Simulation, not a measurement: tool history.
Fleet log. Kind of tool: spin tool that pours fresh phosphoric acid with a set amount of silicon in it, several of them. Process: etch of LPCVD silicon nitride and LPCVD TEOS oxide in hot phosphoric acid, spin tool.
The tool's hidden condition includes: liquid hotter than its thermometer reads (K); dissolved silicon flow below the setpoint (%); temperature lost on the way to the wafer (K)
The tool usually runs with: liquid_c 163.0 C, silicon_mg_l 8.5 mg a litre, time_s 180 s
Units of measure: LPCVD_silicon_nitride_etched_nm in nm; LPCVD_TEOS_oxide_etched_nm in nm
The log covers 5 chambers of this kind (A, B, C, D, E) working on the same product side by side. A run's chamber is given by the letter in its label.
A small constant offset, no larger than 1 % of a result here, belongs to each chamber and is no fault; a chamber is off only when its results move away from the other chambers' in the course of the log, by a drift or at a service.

run	hour	liquid_c	silicon_mg_l	time_s	hours since the thermometer was replaced	hours since the dissolved silicon flow meter was replaced	hours since the heated supply line was repaired	read-back film thickness of the LPCVD silicon nitride reference wafer, read on the same gauge (nm)	read-back film thickness of the LPCVD TEOS oxide reference wafer, read on the same gauge (nm)	LPCVD_silicon_nitride_etched_nm	LPCVD_TEOS_oxide_etched_nm
1B	10.4	163.0	8.5	180	1233.3	1486.4	120.9	140.00	70.018	15.8180	0.40544
2A	23.1	163.0	8.5	180	417.4	1495.2	1943.7	140.04	69.992	15.8050	0.40370
3D	30.0	163.0	8.5	180	550.1	374.2	746.1	140.00	69.957	15.5390	0.46484
4E	42.6	163.0	8.5	180	330.2	206.3	89.3	140.01	69.979	15.8790	0.43024
5C	52.2	163.0	8.5	180	1133.1	89.4	668.5	140.02	70.054	15.6180	0.48511
6E	65.7	163.0	8.5	90	353.3	229.4	112.4	139.99	70.008	7.8937	0.22218
7A	78.3	163.0	8.5	90	472.6	1550.4	1998.9	140.00	69.987	7.8665	0.24669
8D	93.5	163.0	8.5	90	613.6	437.7	809.6	140.02	70.025	7.9107	0.21415
9C	106.8	163.0	8.5	90	1187.7	144.0	723.1	140.03	70.046	7.9156	0.23748
10B	117.1	163.0	8.5	90	1340.0	1593.1	227.6	140.03	70.012	8.0448	0.20936
11D	131.6	163.0	8.5	180	651.7	475.8	847.7	139.96	69.952	15.8330	0.44129
12E	138.7	163.0	8.5	180	426.3	302.4	185.4	140.01	69.962	15.7510	0.39230
13A	152.4	163.0	8.5	180	546.7	1624.5	2073.0	140.01	69.980	15.5990	0.39314
# hour 153.3: chamber C: heated supply line repaired
14C	163.5	163.0	8.5	180	1244.4	200.7	10.2	140.00	70.043	15.8120	0.45264
15B	170.8	163.0	8.5	180	1393.7	1646.8	281.3	139.96	69.977	16.0200	0.44158
16B	181.9	163.0	8.5	180	1404.8	1657.9	292.4	140.02	70.000	16.3450	0.45333
17C	190.5	163.0	8.5	180	1271.4	227.7	37.2	140.00	70.008	15.8910	0.39660
18D	204.0	163.0	8.5	180	724.1	548.2	920.1	140.01	69.956	15.9050	0.39261
19A	213.8	163.0	8.5	180	608.1	1685.9	2134.4	139.96	70.040	15.5670	0.47016
20E	221.3	163.0	8.5	180	508.9	385.0	268.0	140.00	69.999	15.8320	0.52329
21D	233.1	163.0	8.5	180	753.2	577.3	949.2	139.96	70.034	15.8080	0.43265
22C	244.0	164.5	12.0	180	1324.9	281.2	90.7	140.03	70.047	16.7190	0.50574
23E	256.9	164.5	12.0	180	544.5	420.6	303.6	139.96	69.990	16.6000	0.50822
# hour 264.3: chamber A: thermometer replaced
24A	270.5	164.5	12.0	180	6.2	1742.6	2191.1	139.99	70.001	16.7450	0.39736
25B	282.9	164.5	12.0	180	1505.8	1758.9	393.4	140.02	69.991	17.5200	0.49463
26E	298.0	164.5	12.0	180	585.6	461.7	344.7	139.95	70.035	16.4180	0.48157
27C	313.6	163.0	8.5	180	1394.5	350.8	160.3	139.98	70.018	15.6900	0.49961
28A	325.9	163.0	8.5	180	61.6	1798.0	2246.5	139.99	69.967	15.8100	0.37757
29D	340.2	162.0	8.5	180	860.3	684.4	1056.3	140.04	70.020	15.0480	0.46423
30B	351.0	162.0	8.5	180	1573.9	1827.0	461.5	140.05	70.009	16.4720	0.43389
# hour 363.3: chamber D: dissolved silicon flow meter replaced
31C	364.3	162.0	8.5	180	1445.2	401.5	211.0	140.03	70.067	15.2670	0.34273
32A	375.1	162.0	8.5	180	110.8	1847.2	2295.7	140.06	70.024	15.2920	0.40857
33D	389.8	162.0	8.5	180	909.9	26.5	1105.9	140.01	70.038	15.2740	0.48064
34B	402.8	163.0	8.5	180	1625.7	1878.8	513.3	140.08	70.020	17.1560	0.48127

All 5 chambers run these settings next. Forecast each chamber's results:
35A	414.0	163.0	8.5	180						?	?
35B	414.0	163.0	8.5	180						?	?
35C	414.0	163.0	8.5	180						?	?
35D	414.0	163.0	8.5	180						?	?
35E	414.0	163.0	8.5	180						?	?

run	LPCVD_silicon_nitride_etched_nm	LPCVD_TEOS_oxide_etched_nm
35A	15.7860	0.35615
35B	17.3150	0.48436
35C	15.7430	0.46029
35D	15.7280	0.39979
35E	15.8110	0.33735
